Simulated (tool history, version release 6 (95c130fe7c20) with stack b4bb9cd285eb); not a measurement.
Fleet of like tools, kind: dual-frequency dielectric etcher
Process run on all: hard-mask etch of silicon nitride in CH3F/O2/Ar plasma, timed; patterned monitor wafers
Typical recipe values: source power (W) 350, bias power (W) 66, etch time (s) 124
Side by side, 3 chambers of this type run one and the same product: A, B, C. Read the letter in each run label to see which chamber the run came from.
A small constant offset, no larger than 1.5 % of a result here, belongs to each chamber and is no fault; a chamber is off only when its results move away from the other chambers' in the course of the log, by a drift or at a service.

run,hour,source power (W),bias power (W),etch time (s),hours since the last wet clean,hours since the last source power generator calibration,hours since the last bias power generator calibration,"read-back reference wafer on the same gauge, depth_nm",mean etch depth across the wafer (angstrom)
1A,6.6,350,66,124,266.8,1682,969.1,84.982,795.24
2B,15.9,350,66,124,76.6,866.8,3006.5,84.942,801.89
3C,24.9,350,66,124,503.9,51.1,2382.7,84.991,812.76
4A,30.3,350,66,124,290.5,1705.7,992.8,84.999,790.26
5C,34.3,350,78,113,513.3,60.5,2392.1,84.99,781.79
6B,41.2,350,78,113,101.9,892.1,3031.8,85.007,773.97
7C,50,350,78,113,529,76.2,2407.8,84.965,781.39
8B,55.6,350,66,124,116.3,906.5,3046.2,85.002,799.9
9A,63,350,55,124,323.2,1738.4,1025.5,85.012,746.2
10B,69,350,55,124,129.7,919.9,3059.6,85.022,754.66
11A,77.3,350,55,124,337.5,1752.7,1039.8,84.99,744.93
12C,86.3,350,66,124,565.3,112.5,2444.1,85.063,806.54
13B,91.3,350,66,160,152,942.2,3081.9,85.006,1023.2
14A,96.2,350,66,160,356.4,1771.6,1058.7,85.054,1026
15C,103.3,350,66,160,582.3,129.5,2461.1,85,1040
# hour 106.5: chamber A: wet clean of the chamber
16B,108.4,350,66,124,169.1,959.3,3099,84.989,793.24
17C,117.5,350,66,124,596.5,143.7,2475.3,84.954,810.29
# hour 121.9: chamber C: wet clean of the chamber
18A,124.6,350,66,124,18.1,1800,1087.1,85.037,793.57
19B,131.4,350,66,124,192.1,982.3,3122,84.993,788.67
20C,138.8,350,66,109.5,16.9,165,2496.6,85.053,716.04
21A,147.8,350,66,109.5,41.3,1823.2,1110.3,84.965,699.55
22B,156.1,350,66,109.5,216.8,1007,3146.7,84.99,693.37
23A,164.2,350,66,124,57.7,1839.6,1126.7,85.02,794.48
24C,173.3,350,66,124,51.4,199.5,2531.1,85.035,808.29
25B,180.1,350,66,124,240.8,1031,3170.7,84.996,779.45
26A,184.7,350,66,124,78.2,1860.1,1147.2,85.023,796.88
27C,192.8,350,66,124,70.9,219,2550.6,85.036,810.31
28C,200.9,350,66,124,79,227.1,2558.7,84.963,806.94

One chamber off, gauge drift, or nothing amiss beyond the chambers' own small offsets? If it is a chamber, which one, and what is the likeliest cause?

One chamber, B, drifts off from the rest bit by bit.
Likeliest cause: etch rate under this chamber's usual, % = 3.29.

Which of the 4 candidates below, each the usual settings with something changed and its results left as question marks, puts chamber B back in line with what the other chambers give on the usual settings?
To be in line, a result may differ from the other chambers' mean on the usual settings by at most: mean etch depth across the wafer (angstrom) 7.4
29B-1,207.5,350,66,120.5,,,,,?
29B-2,207.5,350,66,128,,,,,?
29B-3,207.5,390,72,124,,,,,?
29B-4,207.5,340,65,117.5,,,,,?

Average result of the remaining chambers running the usual settings: mean etch depth across the wafer (angstrom) 801.22
run,mean etch depth across the wafer (angstrom)
29B-1,754.98
29B-2,801.97
29B-3,834.08
29B-4,724.28
29B-2 puts the chamber back in line with the other chambers.
